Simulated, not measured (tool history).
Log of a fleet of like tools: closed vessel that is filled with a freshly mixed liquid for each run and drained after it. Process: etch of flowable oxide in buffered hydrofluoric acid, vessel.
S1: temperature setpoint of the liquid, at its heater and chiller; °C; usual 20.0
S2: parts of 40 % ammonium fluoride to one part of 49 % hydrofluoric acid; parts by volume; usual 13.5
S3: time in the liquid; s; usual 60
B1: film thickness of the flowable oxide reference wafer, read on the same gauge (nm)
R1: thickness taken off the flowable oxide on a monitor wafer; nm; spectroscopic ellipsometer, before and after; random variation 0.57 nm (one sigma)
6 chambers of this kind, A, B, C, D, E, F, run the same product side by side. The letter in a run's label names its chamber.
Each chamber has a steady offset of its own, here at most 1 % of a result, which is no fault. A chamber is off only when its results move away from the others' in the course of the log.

{"run": "1A", "hour": 6.5, "S1": 20.0, "S2": 13.5, "S3": 60, "B1": 60.019, "R1": 169.26}
{"run": "2B", "hour": 12.7, "S1": 20.0, "S2": 13.5, "S3": 60, "B1": 60.013, "R1": 167.03}
{"run": "3D", "hour": 16.8, "S1": 20.0, "S2": 13.5, "S3": 60, "B1": 60.001, "R1": 170.11}
{"run": "4E", "hour": 22.8, "S1": 20.0, "S2": 13.5, "S3": 60, "B1": 59.999, "R1": 167.57}
{"run": "5F", "hour": 27.2, "S1": 20.0, "S2": 13.5, "S3": 60, "B1": 59.982, "R1": 169.75}
{"run": "6C", "hour": 33.8, "S1": 17.5, "S2": 10.0, "S3": 60, "B1": 59.995, "R1": 196.9}
{"run": "7B", "hour": 37.2, "S1": 17.5, "S2": 10.0, "S3": 60, "B1": 60.019, "R1": 195.55}
{"run": "8D", "hour": 42.4, "S1": 17.5, "S2": 10.0, "S3": 60, "B1": 59.992, "R1": 198.08}
{"run": "9F", "hour": 47.1, "S1": 17.5, "S2": 10.0, "S3": 60, "B1": 59.984, "R1": 198.16}
{"run": "10C", "hour": 51.3, "S1": 17.5, "S2": 10.0, "S3": 60, "B1": 60.014, "R1": 196.58}
{"run": "11A", "hour": 56.4, "S1": 17.5, "S2": 10.0, "S3": 60, "B1": 60.014, "R1": 195.12}
{"run": "12E", "hour": 59.5, "S1": 20.0, "S2": 13.5, "S3": 60, "B1": 59.997, "R1": 168.41}
{"hour": 61.7, "done": "chamber C: thermometer replaced"}
{"run": "13D", "hour": 62.5, "S1": 20.0, "S2": 13.5, "S3": 60, "B1": 60.003, "R1": 171.14}
{"run": "14C", "hour": 68.6, "S1": 20.0, "S2": 13.5, "S3": 60, "B1": 59.997, "R1": 169.39}
{"run": "15E", "hour": 73.2, "S1": 20.0, "S2": 13.5, "S3": 60, "B1": 60.008, "R1": 168.7}
{"run": "16A", "hour": 77.9, "S1": 20.0, "S2": 13.5, "S3": 60, "B1": 59.99, "R1": 166.08}
{"run": "17F", "hour": 84.2, "S1": 20.0, "S2": 13.5, "S3": 60, "B1": 60.021, "R1": 170.32}
{"run": "18B", "hour": 88.0, "S1": 20.0, "S2": 13.5, "S3": 60, "B1": 59.995, "R1": 167.57}
{"hour": 93.6, "done": "chamber B: hydrofluoric acid flow meter replaced"}
{"run": "19E", "hour": 94.3, "S1": 20.0, "S2": 13.5, "S3": 60, "B1": 59.992, "R1": 167.81}
{"run": "20D", "hour": 97.2, "S1": 20.0, "S2": 13.5, "S3": 60, "B1": 60.007, "R1": 170.51}
{"run": "21B", "hour": 100.6, "S1": 20.0, "S2": 13.5, "S3": 60, "B1": 60.0, "R1": 168.18}
{"hour": 102.9, "done": "chamber C: hydrofluoric acid flow meter replaced"}
{"run": "22F", "hour": 104.7, "S1": 20.0, "S2": 13.5, "S3": 60, "B1": 59.989, "R1": 169.27}
{"run": "23C", "hour": 109.5, "S1": 20.0, "S2": 13.5, "S3": 60, "B1": 59.986, "R1": 168.07}
{"run": "24A", "hour": 113.7, "S1": 20.0, "S2": 13.5, "S3": 45, "B1": 59.994, "R1": 123.85}
{"run": "25B", "hour": 116.8, "S1": 20.0, "S2": 13.5, "S3": 45, "B1": 59.994, "R1": 126.78}
{"run": "26E", "hour": 120.4, "S1": 20.0, "S2": 13.5, "S3": 45, "B1": 59.981, "R1": 126.81}
{"run": "27A", "hour": 125.1, "S1": 20.0, "S2": 13.5, "S3": 45, "B1": 60.019, "R1": 123.53}
{"run": "28F", "hour": 131.1, "S1": 20.0, "S2": 13.5, "S3": 45, "B1": 59.999, "R1": 127.56}
{"run": "29C", "hour": 134.9, "S1": 20.0, "S2": 13.5, "S3": 45, "B1": 60.005, "R1": 126.08}
{"run": "30D", "hour": 140.1, "S1": 20.0, "S2": 13.5, "S3": 60, "B1": 59.971, "R1": 169.35}
{"run": "31F", "hour": 145.7, "S1": 20.0, "S2": 13.5, "S3": 60, "B1": 59.994, "R1": 169.57}
{"run": "32D", "hour": 151.7, "S1": 20.0, "S2": 13.5, "S3": 60, "B1": 60.007, "R1": 170.75}
{"run": "33B", "hour": 157.0, "S1": 20.0, "S2": 13.5, "S3": 60, "B1": 60.015, "R1": 169.18}
{"run": "34E", "hour": 160.3, "S1": 20.0, "S2": 13.5, "S3": 60, "B1": 59.997, "R1": 167.25}
{"run": "35A", "hour": 166.4, "S1": 20.0, "S2": 13.5, "S3": 60, "B1": 59.984, "R1": 161.57}
{"run": "36C", "hour": 170.2, "S1": 20.0, "S2": 13.5, "S3": 60, "B1": 60.006, "R1": 169.42}
{"run": "37D", "hour": 173.7, "S1": 20.0, "S2": 13.5, "S3": 60, "B1": 60.022, "R1": 170.06}
{"run": "38A", "hour": 177.8, "S1": 20.0, "S2": 13.5, "S3": 60, "B1": 60.007, "R1": 161.94}
{"run": "39C", "hour": 181.6, "S1": 20.0, "S2": 13.5, "S3": 60, "B1": 60.016, "R1": 168.51}
{"run": "40E", "hour": 187.3, "S1": 20.0, "S2": 13.5, "S3": 60, "B1": 60.0, "R1": 168.17}
{"run": "41B", "hour": 192.3, "S1": 20.0, "S2": 13.5, "S3": 60, "B1": 60.006, "R1": 168.04}
{"run": "42F", "hour": 195.8, "S1": 20.0, "S2": 13.5, "S3": 60, "B1": 60.002, "R1": 170.0}

All 6 chambers run these settings next. Forecast each chamber's results:
{"run": "43A", "hour": 200.5, "S1": 17.0, "S2": 13.5, "S3": 60, "R1": "?"}
{"run": "43B", "hour": 200.5, "S1": 17.0, "S2": 13.5, "S3": 60, "R1": "?"}
{"run": "43C", "hour": 200.5, "S1": 17.0, "S2": 13.5, "S3": 60, "R1": "?"}
{"run": "43D", "hour": 200.5, "S1": 17.0, "S2": 13.5, "S3": 60, "R1": "?"}
{"run": "43E", "hour": 200.5, "S1": 17.0, "S2": 13.5, "S3": 60, "R1": "?"}
{"run": "43F", "hour": 200.5, "S1": 17.0, "S2": 13.5, "S3": 60, "R1": "?"}

run=43A R1=135.00
run=43B R1=142.15
run=43C R1=142.34
run=43D R1=144.41
run=43E R1=141.76
run=43F R1=144.08
